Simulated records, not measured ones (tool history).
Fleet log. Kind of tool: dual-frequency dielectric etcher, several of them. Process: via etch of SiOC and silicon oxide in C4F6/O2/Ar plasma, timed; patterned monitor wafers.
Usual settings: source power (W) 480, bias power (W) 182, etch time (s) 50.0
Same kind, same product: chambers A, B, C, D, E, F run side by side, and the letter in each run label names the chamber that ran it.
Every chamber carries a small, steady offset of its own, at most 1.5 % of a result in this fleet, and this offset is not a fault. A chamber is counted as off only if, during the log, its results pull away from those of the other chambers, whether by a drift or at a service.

| run | hour | source power (W) | bias power (W) | etch time (s) | read-back reference wafer on the same gauge, depth_nm | mean etch depth across the wafer (angstrom) |
|---|---|---|---|---|---|---|
| 1E | 6.2 | 480 | 182 | 50.0 | 63.697 | 605.74 |
|  | 8.8 | chamber D: wet clean of the chamber |
| 2A | 11.8 | 480 | 182 | 50.0 | 63.667 | 607.45 |
| 3D | 18.9 | 480 | 182 | 50.0 | 63.680 | 606.04 |
|  | 25.4 | chamber E: wet clean of the chamber |
| 4B | 25.6 | 480 | 182 | 50.0 | 63.663 | 600.48 |
| 5C | 32.6 | 480 | 182 | 50.0 | 63.663 | 603.07 |
| 6F | 40.9 | 480 | 182 | 35.5 | 63.662 | 432.26 |
| 7D | 45.8 | 480 | 182 | 35.5 | 63.653 | 428.67 |
| 8A | 50.9 | 480 | 182 | 35.5 | 63.640 | 431.75 |
| 9E | 60.6 | 480 | 182 | 35.5 | 63.622 | 430.77 |
| 10C | 68.7 | 480 | 182 | 35.5 | 63.643 | 428.88 |
| 11B | 73.4 | 480 | 182 | 35.5 | 63.619 | 426.17 |
| 12F | 81.3 | 480 | 182 | 50.0 | 63.614 | 607.88 |
| 13C | 88.3 | 480 | 182 | 50.0 | 63.611 | 604.05 |
| 14A | 97.5 | 480 | 182 | 50.0 | 63.555 | 607.85 |
| 15F | 102.4 | 480 | 182 | 39.5 | 63.593 | 479.19 |
| 16E | 108.0 | 480 | 182 | 39.5 | 63.571 | 477.99 |
|  | 117.3 | chamber A: wet clean of the chamber |
| 17D | 118.4 | 480 | 182 | 39.5 | 63.562 | 478.18 |
| 18B | 127.8 | 480 | 182 | 39.5 | 63.559 | 471.70 |
| 19E | 136.7 | 480 | 182 | 39.5 | 63.558 | 478.30 |
| 20D | 144.2 | 480 | 182 | 39.5 | 63.545 | 477.45 |
| 21C | 149.9 | 480 | 182 | 50.0 | 63.536 | 603.01 |
|  | 154.7 | chamber E: bias power generator calibrated |
| 22B | 156.6 | 480 | 182 | 50.0 | 63.530 | 597.76 |
| 23A | 165.7 | 480 | 182 | 50.0 | 63.511 | 606.84 |
|  | 171.3 | chamber A: bias power generator calibrated |
| 24F | 172.7 | 480 | 182 | 62.0 | 63.506 | 752.17 |
| 25D | 182.1 | 480 | 182 | 62.0 | 63.499 | 747.84 |
| 26E | 188.3 | 480 | 182 | 62.0 | 63.479 | 747.95 |
| 27B | 196.3 | 480 | 182 | 62.0 | 63.484 | 742.11 |
| 28A | 202.4 | 480 | 182 | 62.0 | 63.471 | 750.97 |
| 29C | 210.7 | 480 | 182 | 62.0 | 63.448 | 747.27 |
| 30F | 217.2 | 480 | 182 | 50.0 | 63.452 | 607.48 |
| 31D | 227.2 | 480 | 182 | 50.0 | 63.411 | 603.81 |
| 32E | 234.4 | 480 | 182 | 50.0 | 63.430 | 603.77 |
| 33A | 244.6 | 480 | 141 | 61.5 | 63.415 | 687.26 |
| 34F | 254.4 | 480 | 141 | 61.5 | 63.398 | 688.71 |
| 35B | 263.4 | 480 | 141 | 61.5 | 63.380 | 678.81 |
|  | 265.2 | chamber B: wet clean of the chamber |
| 36C | 268.6 | 480 | 141 | 61.5 | 63.370 | 686.08 |
| 37B | 277.9 | 480 | 141 | 61.5 | 63.384 | 678.35 |
| 38C | 287.7 | 480 | 141 | 61.5 | 63.392 | 685.73 |
| 39A | 297.0 | 480 | 182 | 50.0 | 63.356 | 605.08 |
| 40E | 302.5 | 480 | 182 | 50.0 | 63.357 | 604.56 |

Is one chamber out of step, is the gauge drifting, or do the chambers differ by no more than their own small offsets? For an off chamber, give its letter and the likeliest cause.

Every chamber seems to shift together because the gauge that measures them all drifts; the chambers themselves are fine.
Cause: gauge reads low (%) = 0.562.
